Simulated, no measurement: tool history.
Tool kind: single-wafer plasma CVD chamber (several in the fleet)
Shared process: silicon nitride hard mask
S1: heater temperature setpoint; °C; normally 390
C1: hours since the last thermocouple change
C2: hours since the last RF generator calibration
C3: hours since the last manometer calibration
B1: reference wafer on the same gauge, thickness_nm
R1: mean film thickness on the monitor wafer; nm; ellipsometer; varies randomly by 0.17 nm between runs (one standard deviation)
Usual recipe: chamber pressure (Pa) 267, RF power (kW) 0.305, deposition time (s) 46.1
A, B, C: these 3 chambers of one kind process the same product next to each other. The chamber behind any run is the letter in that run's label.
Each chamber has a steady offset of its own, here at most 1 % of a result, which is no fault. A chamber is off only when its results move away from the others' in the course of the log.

run 1A day=0.233 | S1=390 chamber_pressure_(Pa)=267 RF_power_(kW)=0.305 deposition_time_(s)=46.1 | C1=1346.3 C2=1410.7 C3=357.0 | B1=63.979 | R1=57.247
run 2B day=0.425 | S1=390 chamber_pressure_(Pa)=267 RF_power_(kW)=0.305 deposition_time_(s)=46.1 | C1=766.2 C2=1090.7 C3=501.0 | B1=64.045 | R1=57.377
run 3C day=0.546 | S1=390 chamber_pressure_(Pa)=267 RF_power_(kW)=0.305 deposition_time_(s)=46.1 | C1=849.8 C2=493.0 C3=136.1 | B1=63.955 | R1=57.297
run 4B day=0.708 | S1=390 chamber_pressure_(Pa)=267 RF_power_(kW)=0.305 deposition_time_(s)=46.1 | C1=773.0 C2=1097.5 C3=507.8 | B1=64.051 | R1=57.675
run 5A day=0.938 | S1=390 chamber_pressure_(Pa)=267 RF_power_(kW)=0.305 deposition_time_(s)=46.1 | C1=1363.2 C2=1427.6 C3=373.9 | B1=64.012 | R1=57.446
run 6C day=1.058 | S1=390 chamber_pressure_(Pa)=267 RF_power_(kW)=0.305 deposition_time_(s)=46.1 | C1=862.1 C2=505.3 C3=148.4 | B1=64.077 | R1=57.423
run 7A day=1.283 | S1=390 chamber_pressure_(Pa)=267 RF_power_(kW)=0.305 deposition_time_(s)=46.1 | C1=1371.5 C2=1435.9 C3=382.2 | B1=63.978 | R1=57.820
run 8B day=1.425 | S1=390 chamber_pressure_(Pa)=267 RF_power_(kW)=0.305 deposition_time_(s)=46.1 | C1=790.2 C2=1114.7 C3=525.0 | B1=63.965 | R1=57.382
run 9C day=1.604 | S1=390 chamber_pressure_(Pa)=229 RF_power_(kW)=0.305 deposition_time_(s)=41.5 | C1=875.2 C2=518.4 C3=161.5 | B1=64.033 | R1=49.288
run 10A day=1.721 | S1=390 chamber_pressure_(Pa)=229 RF_power_(kW)=0.305 deposition_time_(s)=41.5 | C1=1382.0 C2=1446.4 C3=392.7 | B1=64.038 | R1=49.666
run 11C day=1.867 | S1=390 chamber_pressure_(Pa)=229 RF_power_(kW)=0.305 deposition_time_(s)=41.5 | C1=881.5 C2=524.7 C3=167.8 | B1=64.014 | R1=49.183
run 12B day=1.975 | S1=390 chamber_pressure_(Pa)=267 RF_power_(kW)=0.305 deposition_time_(s)=46.1 | C1=803.4 C2=1127.9 C3=538.2 | B1=63.964 | R1=57.694
run 13A day=2.092 | S1=390 chamber_pressure_(Pa)=267 RF_power_(kW)=0.305 deposition_time_(s)=46.1 | C1=1390.9 C2=1455.3 C3=401.6 | B1=63.982 | R1=57.274
run 14C day=2.225 | S1=390 chamber_pressure_(Pa)=267 RF_power_(kW)=0.305 deposition_time_(s)=46.1 | C1=890.1 C2=533.3 C3=176.4 | B1=64.031 | R1=57.354
run 15B day=2.371 | S1=390 chamber_pressure_(Pa)=267 RF_power_(kW)=0.305 deposition_time_(s)=46.1 | C1=812.9 C2=1137.4 C3=547.7 | B1=63.998 | R1=57.437
run 16A day=2.496 | S1=390 chamber_pressure_(Pa)=267 RF_power_(kW)=0.305 deposition_time_(s)=46.1 | C1=1400.6 C2=1465.0 C3=411.3 | B1=63.965 | R1=57.137
run 17B day=2.675 | S1=390 chamber_pressure_(Pa)=267 RF_power_(kW)=0.305 deposition_time_(s)=50.3 | C1=820.2 C2=1144.7 C3=555.0 | B1=64.000 | R1=62.957
run 18C day=2.842 | S1=390 chamber_pressure_(Pa)=267 RF_power_(kW)=0.305 deposition_time_(s)=50.3 | C1=904.9 C2=548.1 C3=191.2 | B1=63.948 | R1=62.134
run 19A day=3.067 | S1=390 chamber_pressure_(Pa)=267 RF_power_(kW)=0.305 deposition_time_(s)=50.3 | C1=1414.3 C2=1478.7 C3=425.0 | B1=63.997 | R1=61.703
run 20C day=3.275 | S1=390 chamber_pressure_(Pa)=267 RF_power_(kW)=0.305 deposition_time_(s)=46.1 | C1=915.3 C2=558.5 C3=201.6 | B1=64.029 | R1=56.955
run 21B day=3.496 | S1=390 chamber_pressure_(Pa)=267 RF_power_(kW)=0.305 deposition_time_(s)=46.1 | C1=839.9 C2=1164.4 C3=574.7 | B1=64.038 | R1=57.467
run 22A day=3.721 | S1=390 chamber_pressure_(Pa)=267 RF_power_(kW)=0.305 deposition_time_(s)=46.1 | C1=1430.0 C2=1494.4 C3=440.7 | B1=63.989 | R1=56.009
run 23B day=3.850 | S1=390 chamber_pressure_(Pa)=267 RF_power_(kW)=0.305 deposition_time_(s)=46.1 | C1=848.4 C2=1172.9 C3=583.2 | B1=64.019 | R1=57.601
run 24C day=4.083 | S1=390 chamber_pressure_(Pa)=267 RF_power_(kW)=0.305 deposition_time_(s)=46.1 | C1=934.7 C2=577.9 C3=221.0 | B1=64.045 | R1=57.322
run 25B day=4.267 | S1=390 chamber_pressure_(Pa)=267 RF_power_(kW)=0.305 deposition_time_(s)=46.1 | C1=858.4 C2=1182.9 C3=593.2 | B1=64.021 | R1=57.626
run 26C day=4.396 | S1=390 chamber_pressure_(Pa)=267 RF_power_(kW)=0.305 deposition_time_(s)=46.1 | C1=942.2 C2=585.4 C3=228.5 | B1=63.980 | R1=57.229
run 27A day=4.579 | S1=390 chamber_pressure_(Pa)=267 RF_power_(kW)=0.305 deposition_time_(s)=46.1 | C1=1450.6 C2=1515.0 C3=461.3 | B1=63.974 | R1=55.444
run 28C day=4.692 | S1=390 chamber_pressure_(Pa)=267 RF_power_(kW)=0.305 deposition_time_(s)=46.1 | C1=949.3 C2=592.5 C3=235.6 | B1=63.987 | R1=57.507

Read the log: is a single chamber off, either drifting away or since a service, is the gauge that measures every chamber drifting, or is nothing wrong beyond small per-chamber offsets? Name any odd chamber and what most likely caused it.

Chamber A drifts away from the others.
Most likely cause: delivered RF power below the setpoint (%) = 5.79.

Chamber A could run next with any of the 4 candidate recipes listed below; each alters the usual settings, and their results appear as question marks. Which one brings its results back in line with what the other chambers deliver on the usual settings?
Maximum distance from the other chambers' mean on the usual settings for a result to count as in line: R1 0.610 nm
run 29A-1 day=4.858 | S1=390 chamber_pressure_(Pa)=251 RF_power_(kW)=0.305 deposition_time_(s)=46.1 | R1=?
run 29A-2 day=4.858 | S1=390 chamber_pressure_(Pa)=269 RF_power_(kW)=0.310 deposition_time_(s)=47.1 | R1=?
run 29A-3 day=4.858 | S1=390 chamber_pressure_(Pa)=267 RF_power_(kW)=0.305 deposition_time_(s)=46.9 | R1=?
run 29A-4 day=4.858 | S1=390 chamber_pressure_(Pa)=264 RF_power_(kW)=0.300 deposition_time_(s)=45.1 | R1=?

The mean the other chambers reach with the usual settings: R1 57.403 nm
run=29A-1 R1=54.484
run=29A-2 R1=57.390
run=29A-3 R1=56.375
run=29A-4 R1=53.472
It is 29A-2 that realigns the chamber with its peers.
